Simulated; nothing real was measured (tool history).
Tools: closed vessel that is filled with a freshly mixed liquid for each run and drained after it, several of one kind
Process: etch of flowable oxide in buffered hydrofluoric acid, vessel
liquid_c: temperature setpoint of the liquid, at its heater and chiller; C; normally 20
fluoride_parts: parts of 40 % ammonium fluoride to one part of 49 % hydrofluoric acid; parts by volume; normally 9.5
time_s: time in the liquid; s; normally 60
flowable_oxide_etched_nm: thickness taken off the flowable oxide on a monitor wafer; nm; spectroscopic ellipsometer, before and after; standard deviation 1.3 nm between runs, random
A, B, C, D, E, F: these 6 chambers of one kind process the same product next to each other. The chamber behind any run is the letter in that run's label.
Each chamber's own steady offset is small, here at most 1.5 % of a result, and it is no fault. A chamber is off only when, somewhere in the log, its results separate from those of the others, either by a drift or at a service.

run,hour,liquid_c,fluoride_parts,time_s,"read-back film thickness of the flowable oxide reference wafer, read on the same gauge (nm)",flowable_oxide_etched_nm
1E,7.2,20,9.5,60,129.98,166.15
2D,13,20,9.5,60,130,169.69
3F,23.9,20,9.5,60,129.98,163.74
4C,31.6,20,9.5,60,130,167.47
# hour 35.6: chamber E: hydrofluoric acid flow meter replaced
5B,37.1,20,8,90,130.02,295.5
6A,42.6,20,8,90,130.01,297.93
7E,53.9,20,8,90,130.02,289.94
8C,60.3,20,8,90,130.02,294.46
# hour 64.2: chamber F: hydrofluoric acid flow meter replaced
9D,70.1,20,8,90,129.99,294.73
10A,76.8,20,8,90,130.01,301.15
11F,86.4,20,9.5,60,130,167.73
12B,95.2,20,9.5,80,130.01,220.93
# hour 97.7: chamber B: hydrofluoric acid flow meter replaced
13D,106,20,9.5,80,130.01,225.67
14A,116.6,20,9.5,80,129.96,231.43
15B,126.5,20,9.5,80,130,219.62
16C,137,20,9.5,80,130.02,224.67
# hour 139.5: chamber B: thermometer replaced
17F,146,20,9.5,80,130.01,223.36
18E,152.3,20,9.5,60,129.97,163.22
# hour 157.2: chamber D: hydrofluoric acid flow meter replaced
19E,162.8,20,9.5,60,130,167.43
20A,170.2,20,9.5,60,129.98,174.41
21F,175.5,20,9.5,60,129.98,165.38
# hour 176.5: chamber D: thermometer replaced
22C,181.7,20,9.5,60,130,166.86
23D,191.1,20,9.5,60,129.99,169.45
24B,198.7,20,9.5,60,129.97,167.06
25D,204.6,20,9.5,60,130.02,165.42
26E,215.6,20,9.5,60,129.99,165.51
27B,223.9,20,9.5,60,129.98,164.82
28C,231.4,20,9.5,60,130.02,168.27
29F,239.4,20,9.5,60,130.01,163.32
30A,251.3,20,9.5,60,130.01,174.98
# hour 259: chamber F: thermometer replaced
31D,261.7,20,9.5,85,130.04,239.64
32F,272.5,20,9.5,85,130,235.01
33B,281.9,20,9.5,85,130.01,235.57
34C,293.4,20,9.5,85,129.98,239.85
35A,299.3,20,9.5,85,130.02,252.24
36E,304.7,20,9.5,85,129.98,233.86
# hour 307.3: chamber C: hydrofluoric acid flow meter replaced
37D,313.7,20,9.5,50,130.02,140
38B,319.1,20,9.5,50,129.99,137.13
39F,324.7,20,9.5,50,130.01,140.38
40A,331,20,9.5,50,129.97,146.77
41E,339.5,20,9.5,50,130.04,135.45
42C,348,20,9.5,50,129.99,138.1
43B,357.3,17,9.5,35,130.02,81.347
44F,365.7,17,9.5,35,130,82.756

All chambers now run identical settings, listed one chamber a line with results as question marks. What results will each chamber show?
45A,374.2,20,9.5,60,,?
45B,374.2,20,9.5,60,,?
45C,374.2,20,9.5,60,,?
45D,374.2,20,9.5,60,,?
45E,374.2,20,9.5,60,,?
45F,374.2,20,9.5,60,,?

run,flowable_oxide_etched_nm
45A,176.91
45B,166.87
45C,169.33
45D,167.34
45E,165.87
45F,166.78
